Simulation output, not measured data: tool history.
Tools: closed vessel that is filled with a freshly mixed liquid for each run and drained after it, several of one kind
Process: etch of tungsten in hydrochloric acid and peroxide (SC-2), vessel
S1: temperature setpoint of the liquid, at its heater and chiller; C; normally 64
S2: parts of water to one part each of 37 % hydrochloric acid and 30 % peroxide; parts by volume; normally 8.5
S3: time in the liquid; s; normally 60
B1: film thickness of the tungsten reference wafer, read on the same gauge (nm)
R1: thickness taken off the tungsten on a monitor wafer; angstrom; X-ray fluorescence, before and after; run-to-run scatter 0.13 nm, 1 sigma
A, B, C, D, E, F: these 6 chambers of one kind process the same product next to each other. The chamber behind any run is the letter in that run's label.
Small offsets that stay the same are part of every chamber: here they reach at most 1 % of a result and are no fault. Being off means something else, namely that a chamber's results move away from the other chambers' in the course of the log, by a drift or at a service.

run 1C hour=12.2 | S1=64 S2=8.5 S3=60 | B1=140.03 | R1=230.540
run 2E hour=20.2 | S1=64 S2=8.5 S3=60 | B1=139.99 | R1=227.230
run 3D hour=27.5 | S1=64 S2=8.5 S3=60 | B1=140.03 | R1=230.710
run 4A hour=37.5 | S1=64 S2=8.5 S3=60 | B1=140.01 | R1=230.410
run 5F hour=50.2 | S1=64 S2=8.5 S3=60 | B1=140.00 | R1=230.540
run 6B hour=59.8 | S1=64 S2=8.5 S3=60 | B1=140.02 | R1=229.350
run 7A hour=70.0 | S1=64 S2=8.5 S3=60 | B1=140.00 | R1=230.780
run 8E hour=82.6 | S1=64 S2=8.5 S3=60 | B1=140.03 | R1=231.010
run 9C hour=98.0 | S1=70 S2=8.5 S3=75 | B1=139.97 | R1=413.720
run 10B hour=111.4 | S1=70 S2=8.5 S3=75 | B1=139.98 | R1=410.730
run 11D hour=125.8 | S1=70 S2=8.5 S3=75 | B1=139.99 | R1=416.500
-- hour=126.9 chamber F: new drum of peroxide connected
run 12F hour=140.6 | S1=70 S2=8.5 S3=75 | B1=139.98 | R1=413.640
run 13C hour=152.7 | S1=70 S2=8.5 S3=75 | B1=140.00 | R1=408.560
run 14A hour=159.8 | S1=70 S2=8.5 S3=75 | B1=140.00 | R1=405.690
run 15B hour=170.7 | S1=64 S2=8.5 S3=60 | B1=139.99 | R1=229.200
run 16E hour=183.4 | S1=64 S2=8.5 S3=60 | B1=140.01 | R1=226.450
run 17F hour=197.4 | S1=64 S2=8.5 S3=75 | B1=139.96 | R1=286.650
run 18D hour=204.1 | S1=64 S2=8.5 S3=75 | B1=139.99 | R1=287.000
run 19C hour=212.5 | S1=64 S2=8.5 S3=75 | B1=140.01 | R1=286.500
run 20A hour=225.5 | S1=64 S2=8.5 S3=75 | B1=139.98 | R1=281.840
run 21E hour=238.4 | S1=64 S2=8.5 S3=75 | B1=140.00 | R1=286.430
run 22B hour=245.9 | S1=64 S2=8.5 S3=75 | B1=140.00 | R1=285.280
run 23F hour=258.9 | S1=64 S2=8.5 S3=60 | B1=140.02 | R1=231.900
run 24D hour=271.0 | S1=64 S2=11.5 S3=50 | B1=139.99 | R1=148.390
-- hour=271.5 chamber C: thermometer replaced
run 25A hour=285.0 | S1=64 S2=11.5 S3=50 | B1=140.01 | R1=146.280
run 26D hour=295.3 | S1=64 S2=11.5 S3=50 | B1=139.99 | R1=148.040
-- hour=307.3 chamber D: new drum of peroxide connected
run 27B hour=310.6 | S1=64 S2=11.5 S3=50 | B1=140.01 | R1=149.480
-- hour=319.8 chamber B: chemicals flow meter replaced
run 28C hour=320.8 | S1=64 S2=11.5 S3=50 | B1=140.04 | R1=147.850
-- hour=331.9 chamber B: new drum of peroxide connected
run 29F hour=333.1 | S1=64 S2=11.5 S3=50 | B1=139.98 | R1=150.240
run 30E hour=342.7 | S1=64 S2=12.5 S3=30 | B1=139.99 | R1=83.324
run 31B hour=356.3 | S1=64 S2=12.5 S3=30 | B1=140.00 | R1=82.864
run 32E hour=364.5 | S1=64 S2=12.5 S3=30 | B1=140.01 | R1=83.450
run 33A hour=379.6 | S1=64 S2=12.5 S3=30 | B1=139.98 | R1=79.101
run 34C hour=392.6 | S1=64 S2=12.5 S3=30 | B1=140.00 | R1=81.258
run 35D hour=406.5 | S1=64 S2=12.5 S3=30 | B1=140.01 | R1=83.603
run 36F hour=421.0 | S1=70 S2=8.5 S3=45 | B1=139.99 | R1=248.850
run 37B hour=435.5 | S1=70 S2=8.5 S3=45 | B1=140.00 | R1=246.440
run 38E hour=445.7 | S1=70 S2=8.5 S3=45 | B1=139.98 | R1=245.550
run 39D hour=458.8 | S1=70 S2=8.5 S3=45 | B1=139.98 | R1=250.080
run 40F hour=469.6 | S1=70 S2=8.5 S3=45 | B1=139.99 | R1=247.270
run 41C hour=481.9 | S1=70 S2=8.5 S3=45 | B1=139.98 | R1=247.320

All chambers now run identical settings, listed one chamber a line with results as question marks. What results will each chamber show?
run 42A hour=493.1 | S1=64 S2=8.5 S3=60 | R1=?
run 42B hour=493.1 | S1=64 S2=8.5 S3=60 | R1=?
run 42C hour=493.1 | S1=64 S2=8.5 S3=60 | R1=?
run 42D hour=493.1 | S1=64 S2=8.5 S3=60 | R1=?
run 42E hour=493.1 | S1=64 S2=8.5 S3=60 | R1=?
run 42F hour=493.1 | S1=64 S2=8.5 S3=60 | R1=?

run=42A R1=214.520
run=42B R1=229.560
run=42C R1=229.780
run=42D R1=232.830
run=42E R1=231.050
run=42F R1=232.250
